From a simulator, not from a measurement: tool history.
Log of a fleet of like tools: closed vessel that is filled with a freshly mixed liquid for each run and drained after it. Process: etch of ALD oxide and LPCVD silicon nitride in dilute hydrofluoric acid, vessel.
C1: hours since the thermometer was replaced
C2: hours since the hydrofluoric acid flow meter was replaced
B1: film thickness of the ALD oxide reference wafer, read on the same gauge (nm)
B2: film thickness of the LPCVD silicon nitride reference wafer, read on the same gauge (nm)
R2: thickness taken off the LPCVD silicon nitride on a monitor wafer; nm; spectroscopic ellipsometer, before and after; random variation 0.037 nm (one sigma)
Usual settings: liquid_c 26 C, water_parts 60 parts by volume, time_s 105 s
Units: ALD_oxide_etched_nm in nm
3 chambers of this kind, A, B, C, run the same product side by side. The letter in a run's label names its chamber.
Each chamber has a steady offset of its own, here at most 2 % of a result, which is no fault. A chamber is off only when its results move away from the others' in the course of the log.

{"run": "1C", "hour": 3.1, "liquid_c": 26, "water_parts": 60, "time_s": 105, "C1": 1518.5, "C2": 1503.1, "B1": 110.03, "B2": 29.999, "ALD_oxide_etched_nm": 29.063, "R2": 0.86777}
{"run": "2B", "hour": 8.3, "liquid_c": 26, "water_parts": 60, "time_s": 105, "C1": 34.0, "C2": 1481.7, "B1": 109.99, "B2": 30.0, "ALD_oxide_etched_nm": 29.518, "R2": 0.93257}
{"run": "3A", "hour": 13.7, "liquid_c": 26, "water_parts": 60, "time_s": 105, "C1": 1303.8, "C2": 1486.9, "B1": 110.0, "B2": 30.029, "ALD_oxide_etched_nm": 28.77, "R2": 0.87758}
{"run": "4A", "hour": 18.3, "liquid_c": 26, "water_parts": 60, "time_s": 105, "C1": 1308.4, "C2": 1491.5, "B1": 109.99, "B2": 30.029, "ALD_oxide_etched_nm": 29.279, "R2": 0.87609}
{"run": "5C", "hour": 23.6, "liquid_c": 26, "water_parts": 60, "time_s": 105, "C1": 1539.0, "C2": 1523.6, "B1": 109.95, "B2": 29.986, "ALD_oxide_etched_nm": 29.139, "R2": 0.93715}
{"hour": 28.1, "done": "chamber A: hydrofluoric acid flow meter replaced"}
{"run": "6B", "hour": 28.7, "liquid_c": 26, "water_parts": 60, "time_s": 105, "C1": 54.4, "C2": 1502.1, "B1": 109.95, "B2": 30.002, "ALD_oxide_etched_nm": 29.72, "R2": 0.87797}
{"run": "7A", "hour": 32.1, "liquid_c": 26, "water_parts": 60, "time_s": 140, "C1": 1322.2, "C2": 4.1, "B1": 110.01, "B2": 30.001, "ALD_oxide_etched_nm": 38.618, "R2": 1.1798}
{"run": "8C", "hour": 36.8, "liquid_c": 26, "water_parts": 60, "time_s": 140, "C1": 1552.2, "C2": 1536.8, "B1": 109.99, "B2": 30.007, "ALD_oxide_etched_nm": 39.142, "R2": 1.2421}
{"run": "9B", "hour": 41.3, "liquid_c": 26, "water_parts": 60, "time_s": 140, "C1": 67.0, "C2": 1514.7, "B1": 109.97, "B2": 29.989, "ALD_oxide_etched_nm": 39.574, "R2": 1.1537}
{"run": "10B", "hour": 48.0, "liquid_c": 26, "water_parts": 60, "time_s": 105, "C1": 73.7, "C2": 1521.4, "B1": 109.98, "B2": 29.967, "ALD_oxide_etched_nm": 29.492, "R2": 0.86098}
{"run": "11A", "hour": 53.2, "liquid_c": 26, "water_parts": 60, "time_s": 105, "C1": 1343.3, "C2": 25.2, "B1": 110.02, "B2": 29.972, "ALD_oxide_etched_nm": 28.941, "R2": 0.85124}
{"run": "12C", "hour": 57.0, "liquid_c": 26, "water_parts": 60, "time_s": 105, "C1": 1572.4, "C2": 1557.0, "B1": 109.93, "B2": 30.018, "ALD_oxide_etched_nm": 29.444, "R2": 0.86167}
{"run": "13C", "hour": 62.8, "liquid_c": 26, "water_parts": 60, "time_s": 105, "C1": 1578.2, "C2": 1562.8, "B1": 110.04, "B2": 29.989, "ALD_oxide_etched_nm": 29.352, "R2": 0.86246}
{"run": "14B", "hour": 68.7, "liquid_c": 26, "water_parts": 60, "time_s": 105, "C1": 94.4, "C2": 1542.1, "B1": 109.99, "B2": 30.001, "ALD_oxide_etched_nm": 29.085, "R2": 0.80319}
{"run": "15A", "hour": 74.4, "liquid_c": 26, "water_parts": 60, "time_s": 105, "C1": 1364.5, "C2": 46.4, "B1": 109.99, "B2": 30.001, "ALD_oxide_etched_nm": 28.751, "R2": 0.8927}
{"run": "16A", "hour": 79.7, "liquid_c": 26, "water_parts": 60, "time_s": 105, "C1": 1369.8, "C2": 51.7, "B1": 110.02, "B2": 29.991, "ALD_oxide_etched_nm": 28.987, "R2": 0.80354}
{"run": "17B", "hour": 86.2, "liquid_c": 26, "water_parts": 60, "time_s": 105, "C1": 111.9, "C2": 1559.6, "B1": 110.0, "B2": 30.031, "ALD_oxide_etched_nm": 29.493, "R2": 0.87263}
{"run": "18C", "hour": 89.4, "liquid_c": 26, "water_parts": 60, "time_s": 105, "C1": 1604.8, "C2": 1589.4, "B1": 109.98, "B2": 30.026, "ALD_oxide_etched_nm": 29.129, "R2": 0.86319}
{"run": "19B", "hour": 95.7, "liquid_c": 26, "water_parts": 60, "time_s": 105, "C1": 121.4, "C2": 1569.1, "B1": 110.01, "B2": 30.005, "ALD_oxide_etched_nm": 29.502, "R2": 0.90798}
{"run": "20C", "hour": 99.1, "liquid_c": 26, "water_parts": 60, "time_s": 105, "C1": 1614.5, "C2": 1599.1, "B1": 110.04, "B2": 30.025, "ALD_oxide_etched_nm": 28.812, "R2": 0.84073}
{"run": "21A", "hour": 102.4, "liquid_c": 26, "water_parts": 60, "time_s": 105, "C1": 1392.5, "C2": 74.4, "B1": 110.04, "B2": 30.012, "ALD_oxide_etched_nm": 28.685, "R2": 0.87659}
{"run": "22A", "hour": 108.9, "liquid_c": 26, "water_parts": 60, "time_s": 105, "C1": 1399.0, "C2": 80.9, "B1": 110.03, "B2": 30.006, "ALD_oxide_etched_nm": 28.714, "R2": 0.85174}
{"run": "23C", "hour": 112.7, "liquid_c": 26, "water_parts": 60, "time_s": 105, "C1": 1628.1, "C2": 1612.7, "B1": 110.06, "B2": 30.001, "ALD_oxide_etched_nm": 29.643, "R2": 0.92853}
{"run": "24B", "hour": 117.8, "liquid_c": 26, "water_parts": 60, "time_s": 105, "C1": 143.5, "C2": 1591.2, "B1": 110.0, "B2": 29.986, "ALD_oxide_etched_nm": 29.257, "R2": 0.83862}
{"run": "25B", "hour": 122.3, "liquid_c": 26, "water_parts": 75, "time_s": 140, "C1": 148.0, "C2": 1595.7, "B1": 110.0, "B2": 30.029, "ALD_oxide_etched_nm": 30.707, "R2": 0.9295}
{"run": "26C", "hour": 127.6, "liquid_c": 26, "water_parts": 75, "time_s": 140, "C1": 1643.0, "C2": 1627.6, "B1": 109.98, "B2": 30.027, "ALD_oxide_etched_nm": 30.922, "R2": 0.93393}
{"run": "27A", "hour": 133.2, "liquid_c": 26, "water_parts": 75, "time_s": 140, "C1": 1423.3, "C2": 105.2, "B1": 109.96, "B2": 29.965, "ALD_oxide_etched_nm": 30.074, "R2": 1.02}
{"run": "28C", "hour": 139.4, "liquid_c": 26, "water_parts": 60, "time_s": 105, "C1": 1654.8, "C2": 1639.4, "B1": 110.02, "B2": 29.969, "ALD_oxide_etched_nm": 29.328, "R2": 0.91089}

Next, every chamber runs the same settings. What will each give?
{"run": "29A", "hour": 144.2, "liquid_c": 26, "water_parts": 60, "time_s": 105, "ALD_oxide_etched_nm": "?", "R2": "?"}
{"run": "29B", "hour": 144.2, "liquid_c": 26, "water_parts": 60, "time_s": 105, "ALD_oxide_etched_nm": "?", "R2": "?"}
{"run": "29C", "hour": 144.2, "liquid_c": 26, "water_parts": 60, "time_s": 105, "ALD_oxide_etched_nm": "?", "R2": "?"}

run=29A ALD_oxide_etched_nm=28.944 R2=0.82918
run=29B ALD_oxide_etched_nm=29.498 R2=0.83731
run=29C ALD_oxide_etched_nm=29.021 R2=0.86857
